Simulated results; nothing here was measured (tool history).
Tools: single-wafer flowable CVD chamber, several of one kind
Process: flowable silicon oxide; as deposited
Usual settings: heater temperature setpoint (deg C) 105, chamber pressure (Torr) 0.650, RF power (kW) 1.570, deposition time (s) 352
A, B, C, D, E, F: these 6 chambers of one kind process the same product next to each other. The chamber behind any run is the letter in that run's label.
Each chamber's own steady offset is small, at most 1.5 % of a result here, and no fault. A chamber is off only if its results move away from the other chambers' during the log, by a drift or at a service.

run	hour	heater temperature setpoint (deg C)	chamber pressure (Torr)	RF power (kW)	deposition time (s)	hours since the last thermocouple change	hours since the last RF generator calibration	hours since the last manometer calibration	read-back reference wafer on the same gauge, thickness_nm	mean film thickness on the monitor wafer (angstrom)
1D	11.4	105	0.650	1.570	352	931.1	1822.1	1655.4	116.99	1303.4
2B	26.0	105	0.650	1.570	352	314.4	912.7	2212.4	117.06	1285.8
# hour 27.2: chamber C: RF generator calibrated
3F	34.0	105	0.650	1.570	352	429.6	1127.9	2288.5	116.93	1290.8
4C	45.2	105	0.650	1.570	352	466.3	18.1	334.6	116.96	1297.9
5A	59.9	105	0.650	1.570	352	1331.4	1847.0	711.0	116.97	1291.8
6E	67.4	105	0.650	1.570	352	2129.0	957.9	1998.7	117.01	1279.6
# hour 68.0: chamber F: RF generator calibrated
7A	76.2	105	0.650	1.570	352	1347.7	1863.3	727.3	117.07	1289.8
8D	86.0	105	0.650	1.570	352	1005.7	1896.7	1730.0	116.99	1301.0
9B	93.2	105	0.650	1.570	352	381.6	979.9	2279.6	117.03	1288.8
10E	100.8	105	0.650	1.570	352	2162.4	991.3	2032.1	117.01	1279.0
# hour 112.2: chamber A: RF generator calibrated
# hour 112.6: chamber D: RF generator calibrated
11C	114.7	105	0.650	1.570	352	535.8	87.6	404.1	117.02	1293.1
12F	129.4	105	0.650	1.570	352	525.0	61.4	2383.9	116.97	1298.2
13F	141.1	105	0.650	1.570	352	536.7	73.1	2395.6	116.97	1295.4
14A	154.2	105	0.650	1.570	352	1425.7	42.1	805.3	117.07	1290.3
15E	162.3	105	0.650	1.570	352	2223.9	1052.8	2093.6	117.03	1278.1
16C	171.4	105	0.650	1.570	352	592.5	144.3	460.8	117.05	1288.0
17D	183.2	105	0.650	1.570	352	1102.9	70.6	1827.2	117.00	1304.9
18B	199.0	105	0.650	1.570	352	487.4	1085.7	2385.4	117.03	1291.2
19B	214.2	105	0.650	1.570	352	502.6	1100.9	2400.6	117.00	1291.0
20C	222.1	105	0.650	1.570	352	643.2	195.0	511.5	117.02	1276.8
21D	236.4	105	0.650	1.570	352	1156.1	123.8	1880.4	116.98	1304.3
22A	244.5	105	0.650	1.570	352	1516.0	132.4	895.6	116.96	1288.0
23E	255.8	105	0.650	1.570	352	2317.4	1146.3	2187.1	117.05	1278.7
24F	265.4	105	0.804	1.570	380	661.0	197.4	2519.9	117.01	1846.7
25E	280.8	105	0.804	1.570	380	2342.4	1171.3	2212.1	116.98	1839.1
26D	288.9	105	0.804	1.570	380	1208.6	176.3	1932.9	117.03	1870.9
27B	297.2	105	0.804	1.570	380	585.6	1183.9	2483.6	116.99	1852.8
28C	311.5	105	0.804	1.570	380	732.6	284.4	600.9	117.01	1815.9
29A	323.3	105	0.804	1.570	380	1594.8	211.2	974.4	116.92	1850.6
# hour 333.5: chamber D: capacitance manometer re-zeroed and calibrated
30F	337.0	105	0.650	1.570	352	732.6	269.0	2591.5	117.00	1295.6
31E	346.8	105	0.650	1.570	352	2408.4	1237.3	2278.1	117.02	1278.0
32B	353.9	105	0.650	1.570	352	642.3	1240.6	2540.3	116.92	1290.1
33C	366.0	105	0.650	1.570	352	787.1	338.9	655.4	116.96	1258.0
34F	378.2	105	0.650	1.725	296	773.8	310.2	2632.7	116.94	1114.1
35A	392.2	105	0.650	1.725	296	1663.7	280.1	1043.3	117.01	1109.2
36D	403.5	105	0.650	1.725	296	1323.2	290.9	70.1	116.99	1125.4

For the next run the whole fleet of 6 chambers uses the same settings. Give each chamber's results:
37A	414.8	105	0.650	1.570	411					?
37B	414.8	105	0.650	1.570	411					?
37C	414.8	105	0.650	1.570	411					?
37D	414.8	105	0.650	1.570	411					?
37E	414.8	105	0.650	1.570	411					?
37F	414.8	105	0.650	1.570	411					?

run	mean film thickness on the monitor wafer (angstrom)
37A	1510.1
37B	1505.3
37C	1465.7
37D	1513.0
37E	1497.8
37F	1512.2
